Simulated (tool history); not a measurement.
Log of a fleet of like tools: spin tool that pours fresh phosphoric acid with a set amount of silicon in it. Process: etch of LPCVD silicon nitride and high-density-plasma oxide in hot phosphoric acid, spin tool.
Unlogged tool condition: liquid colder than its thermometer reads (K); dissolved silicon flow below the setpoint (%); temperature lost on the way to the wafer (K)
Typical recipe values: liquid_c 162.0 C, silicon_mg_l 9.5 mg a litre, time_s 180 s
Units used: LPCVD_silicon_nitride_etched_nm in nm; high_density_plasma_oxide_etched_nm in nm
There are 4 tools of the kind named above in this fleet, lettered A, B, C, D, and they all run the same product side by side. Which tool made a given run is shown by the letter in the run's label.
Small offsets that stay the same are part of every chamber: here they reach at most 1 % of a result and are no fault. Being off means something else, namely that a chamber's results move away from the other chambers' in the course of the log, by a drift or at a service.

run     day  liquid_c  silicon_mg_l  time_s  hours since the thermometer was replaced  hours since the dissolved silicon flow meter was replaced  hours since the heated supply line was repaired  read-back film thickness of the LPCVD silicon nitride reference wafer, read on the same gauge (nm)  read-back film thickness of the high-density-plasma oxide reference wafer, read on the same gauge (nm)  LPCVD_silicon_nitride_etched_nm  high_density_plasma_oxide_etched_nm
 1B   0.350     162.0           9.5     180                                     742.2                                                      141.3                                            659.4                                                                                              80.025                                                                                                  90.027                          17.1090                              0.58229
 2C   0.667     162.0           9.5     180                                    1209.3                                                      749.8                                           3116.6                                                                                              80.008                                                                                                  90.009                          17.0910                              0.64835
 3A   0.988     162.0           9.5     180                                     666.0                                                      351.3                                            728.4                                                                                              80.037                                                                                                  89.997                          17.3700                              0.60155
      1.233  -- chamber C: dissolved silicon flow meter replaced
 4D   1.254     162.0           9.5     180                                    1132.3                                                      520.2                                           1267.6                                                                                              80.036                                                                                                  89.997                          16.6160                              0.57941
 5D   1.525     162.0           9.5     180                                    1138.8                                                      526.7                                           1274.1                                                                                              79.982                                                                                                  90.002                          16.9340                              0.56711
 6B   1.925     162.0           9.5     180                                     780.0                                                      179.1                                            697.2                                                                                              80.065                                                                                                  90.006                          16.9800                              0.61009
 7A   2.342     162.0           9.5     180                                     698.5                                                      383.8                                            760.9                                                                                              79.990                                                                                                  90.020                          17.0960                              0.60390
 8C   2.538     162.0           9.5     180                                    1254.2                                                       31.4                                           3161.5                                                                                              79.972                                                                                                  89.996                          17.1610                              0.61392
 9D   2.742     162.0           9.5     180                                    1168.0                                                      555.9                                           1303.3                                                                                              79.978                                                                                                  89.993                          17.0720                              0.64684
10B   3.075     162.0           9.5     180                                     807.6                                                      206.7                                            724.8                                                                                              80.006                                                                                                  89.977                          16.8820                              0.58016
11A   3.317     162.0           9.5     180                                     721.9                                                      407.2                                            784.3                                                                                              79.986                                                                                                  90.007                          17.2280                              0.57483
12C   3.721     162.0           9.5     180                                    1282.6                                                       59.8                                           3189.9                                                                                              80.030                                                                                                  90.026                          17.1610                              0.64348
13A   3.954     163.0           9.5     180                                     737.2                                                      422.5                                            799.6                                                                                              80.010                                                                                                  90.016                          17.6890                              0.60451
14D   4.342     163.0           9.5     180                                    1206.4                                                      594.3                                           1341.7                                                                                              80.005                                                                                                  90.010                          17.2390                              0.57443
      4.750  -- chamber C: thermometer replaced
15B   4.750     163.0           9.5     180                                     847.8                                                      246.9                                            765.0                                                                                              79.982                                                                                                  90.004                          17.8100                              0.62999
16C   5.021     163.0           9.5     180                                       6.5                                                       91.0                                           3221.1                                                                                              80.044                                                                                                  89.999                          17.3440                              0.64192
17D   5.404     164.0           9.5     180                                    1231.9                                                      619.8                                           1367.2                                                                                              79.975                                                                                                  90.006                          18.1030                              0.64894
18B   5.625     164.0           9.5     180                                     868.8                                                      267.9                                            786.0                                                                                              80.042                                                                                                  89.982                          18.2990                              0.61526
19C   5.912     164.0           9.5     180                                      27.9                                                      112.4                                           3242.5                                                                                              80.005                                                                                                  90.015                          17.9760                              0.70606
20A   6.121     164.0           9.5     180                                     789.2                                                      474.5                                            851.6                                                                                              79.929                                                                                                  90.021                          18.0830                              0.66388
21C   6.333     162.0           9.5     180                                      38.0                                                      122.5                                           3252.6                                                                                              79.979                                                                                                  90.016                          17.3320                              0.57251
22D   6.650     162.0           9.5     180                                    1261.8                                                      649.7                                           1397.1                                                                                              79.993                                                                                                  90.000                          16.8890                              0.58000
23A   7.054     162.0           9.5     180                                     811.6                                                      496.9                                            874.0                                                                                              79.989                                                                                                  89.991                          16.3380                              0.51876
24B   7.442     164.0           9.5     100                                     912.4                                                      311.5                                            829.6                                                                                              80.004                                                                                                  90.009                          10.0440                              0.35050
25D   7.833     164.0           9.5     100                                    1290.2                                                      678.1                                           1425.5                                                                                              80.022                                                                                                  90.009                          10.0520                              0.37506
26A   8.162     164.0           9.5     100                                     838.2                                                      523.5                                            900.6                                                                                              80.000                                                                                                  89.987                           9.4491                              0.31709
27C   8.467     164.0           9.5     100                                      89.2                                                      173.7                                           3303.8                                                                                              79.982                                                                                                  89.993                          10.0420                              0.38496
28B   8.792     162.0           9.5     180                                     944.8                                                      343.9                                            862.0                                                                                              80.063                                                                                                  90.013                          16.9520                              0.55366
29D   9.171     162.0           9.5     180                                    1322.3                                                      710.2                                           1457.6                                                                                              80.001                                                                                                  89.990                          16.8090                              0.60045
30C   9.508     162.0           9.5     180                                     114.2                                                      198.7                                           3328.8                                                                                              80.027                                                                                                  90.010                          17.0560                              0.55283
31B   9.758     162.0          13.0     120                                     968.0                                                      367.1                                            885.2                                                                                              79.970                                                                                                  90.001                          11.3270                              0.35255
      9.762  -- chamber D: dissolved silicon flow meter replaced
32A  10.025     162.0          13.0     120                                     882.9                                                      568.2                                            945.3                                                                                              79.989                                                                                                  89.997                          10.4640                              0.27630
33B  10.271     162.0          13.0     120                                     980.3                                                      379.4                                            897.5                                                                                              80.035                                                                                                  90.008                          11.1630                              0.37144
34C  10.475     162.0          13.0     120                                     137.4                                                      221.9                                           3352.0                                                                                              80.019                                                                                                  89.970                          11.2950                              0.35836
35D  10.804     162.0           9.5     180                                    1361.5                                                       25.0                                           1496.8                                                                                              79.999                                                                                                  90.003                          16.9870                              0.62901
36A  11.129     162.0           9.5     180                                     909.4                                                      594.7                                            971.8                                                                                              80.050                                                                                                  90.001                          15.4120                              0.44540
37A  11.396     159.5           9.5     230                                     915.8                                                      601.1                                            978.2                                                                                              80.055                                                                                                  89.987                          17.9090                              0.45560

Each of the 4 chambers runs these same settings next. Fill in every chamber's results:
38A  11.700     160.5           9.5     180                                                                                                                                                                                                                                                                                                                                                                                                  ?                                    ?
38B  11.700     160.5           9.5     180                                                                                                                                                                                                                                                                                                                                                                                                  ?                                    ?
38C  11.700     160.5           9.5     180                                                                                                                                                                                                                                                                                                                                                                                                  ?                                    ?
38D  11.700     160.5           9.5     180                                                                                                                                                                                                                                                                                                                                                                                                  ?                                    ?

run  LPCVD_silicon_nitride_etched_nm  high_density_plasma_oxide_etched_nm
38A                          14.4950                              0.39843
38B                          16.1820                              0.51319
38C                          16.3030                              0.51286
38D                          16.1570                              0.53588
